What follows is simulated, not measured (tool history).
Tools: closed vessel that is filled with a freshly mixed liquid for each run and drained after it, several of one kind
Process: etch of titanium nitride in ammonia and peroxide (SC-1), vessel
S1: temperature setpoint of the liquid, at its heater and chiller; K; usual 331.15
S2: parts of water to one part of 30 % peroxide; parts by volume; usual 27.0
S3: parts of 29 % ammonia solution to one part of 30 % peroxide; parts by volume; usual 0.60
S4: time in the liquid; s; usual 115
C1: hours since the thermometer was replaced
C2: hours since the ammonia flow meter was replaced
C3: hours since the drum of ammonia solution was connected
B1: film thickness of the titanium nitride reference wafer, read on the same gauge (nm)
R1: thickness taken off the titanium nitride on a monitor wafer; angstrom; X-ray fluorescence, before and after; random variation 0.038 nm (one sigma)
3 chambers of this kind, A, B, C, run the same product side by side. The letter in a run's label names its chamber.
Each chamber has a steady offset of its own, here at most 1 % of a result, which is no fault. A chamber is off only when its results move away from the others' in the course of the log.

| run | hour | S1 | S2 | S3 | S4 | C1 | C2 | C3 | B1 | R1 |
|---|---|---|---|---|---|---|---|---|---|---|
| 1B | 10.7 | 331.15 | 27.0 | 0.60 | 115 | 427.8 | 558.5 | 689.7 | 130.00 | 42.715 |
| 2A | 22.0 | 331.15 | 27.0 | 0.60 | 115 | 1753.0 | 306.5 | 357.3 | 129.99 | 42.169 |
|  | 31.8 | chamber B: new drum of ammonia solution connected |
| 3C | 32.3 | 331.15 | 27.0 | 0.60 | 115 | 640.0 | 272.7 | 38.2 | 129.98 | 42.603 |
|  | 39.6 | chamber C: thermometer replaced |
| 4B | 41.0 | 331.15 | 27.0 | 0.60 | 115 | 458.1 | 588.8 | 9.2 | 129.99 | 43.099 |
| 5A | 50.7 | 331.15 | 27.0 | 0.60 | 115 | 1781.7 | 335.2 | 386.0 | 130.00 | 42.974 |
| 6C | 59.3 | 331.15 | 22.0 | 0.60 | 180 | 19.7 | 299.7 | 65.2 | 130.00 | 73.564 |
| 7C | 71.5 | 331.15 | 22.0 | 0.60 | 180 | 31.9 | 311.9 | 77.4 | 130.00 | 75.553 |
| 8B | 81.8 | 331.15 | 22.0 | 0.60 | 180 | 498.9 | 629.6 | 50.0 | 129.99 | 74.870 |
| 9A | 87.6 | 331.15 | 27.0 | 0.60 | 180 | 1818.6 | 372.1 | 422.9 | 130.01 | 67.128 |
| 10B | 93.8 | 331.15 | 27.0 | 0.60 | 180 | 510.9 | 641.6 | 62.0 | 130.00 | 64.978 |
| 11C | 102.8 | 331.15 | 27.0 | 0.60 | 180 | 63.2 | 343.2 | 108.7 | 130.01 | 66.668 |
| 12A | 114.2 | 331.15 | 27.0 | 0.60 | 115 | 1845.2 | 398.7 | 449.5 | 130.00 | 42.970 |
| 13C | 125.9 | 331.15 | 27.0 | 0.60 | 115 | 86.3 | 366.3 | 131.8 | 130.00 | 42.370 |
| 14A | 136.0 | 331.15 | 27.0 | 0.60 | 115 | 1867.0 | 420.5 | 471.3 | 129.99 | 42.977 |
| 15B | 142.0 | 331.15 | 27.0 | 0.60 | 115 | 559.1 | 689.8 | 110.2 | 130.00 | 40.353 |
| 16B | 149.3 | 331.15 | 27.0 | 0.60 | 115 | 566.4 | 697.1 | 117.5 | 129.99 | 40.327 |
| 17C | 155.8 | 331.15 | 27.0 | 0.60 | 115 | 116.2 | 396.2 | 161.7 | 130.00 | 42.113 |
| 18A | 166.2 | 331.15 | 32.0 | 0.60 | 115 | 1897.2 | 450.7 | 501.5 | 129.99 | 38.703 |
|  | 167.0 | chamber A: thermometer replaced |
| 19A | 173.0 | 331.15 | 32.0 | 0.60 | 115 | 6.1 | 457.5 | 508.3 | 129.98 | 38.993 |
| 20B | 181.5 | 331.15 | 32.0 | 0.60 | 115 | 598.6 | 729.3 | 149.7 | 130.02 | 35.295 |
| 21C | 189.6 | 331.15 | 27.0 | 0.60 | 115 | 150.0 | 430.0 | 195.5 | 130.00 | 42.280 |
| 22C | 201.0 | 331.15 | 27.0 | 0.60 | 115 | 161.4 | 441.4 | 206.9 | 130.02 | 41.666 |
| 23A | 206.4 | 331.15 | 16.5 | 0.45 | 115 | 39.5 | 490.9 | 541.7 | 130.02 | 52.814 |
| 24B | 214.4 | 331.15 | 16.5 | 0.45 | 115 | 631.5 | 762.2 | 182.6 | 129.99 | 48.850 |

What goes on in this fleet: one chamber off, a drifting gauge, or nothing beyond the chambers' own small offsets? Name the chamber and the cause, if any.

Chamber B drifts away from the others.
Cause: liquid colder than its thermometer reads (K) = 1.77.

Here are 4 candidates for chamber B's next run, each the usual settings with a change, their results left as question marks. Which one brings its results back in line with what the others give on the usual settings?
In line means no further than this from the other chambers' mean on the usual settings: R1 1.300 angstrom
| 25B-1 | 223.3 | 331.15 | 28.0 | 0.60 | 105 |  |  |  |  | ? |
| 25B-2 | 223.3 | 331.15 | 38.0 | 0.50 | 115 |  |  |  |  | ? |
| 25B-3 | 223.3 | 332.65 | 26.5 | 0.60 | 115 |  |  |  |  | ? |
| 25B-4 | 223.3 | 333.15 | 26.0 | 0.60 | 125 |  |  |  |  | ? |

The other chambers' mean on the usual settings: R1 42.576 angstrom
| run | R1 |
|---|---|
| 25B-1 | 34.088 |
| 25B-2 | 30.197 |
| 25B-3 | 42.595 |
| 25B-4 | 48.387 |
25B-3 brings the chamber back in line.
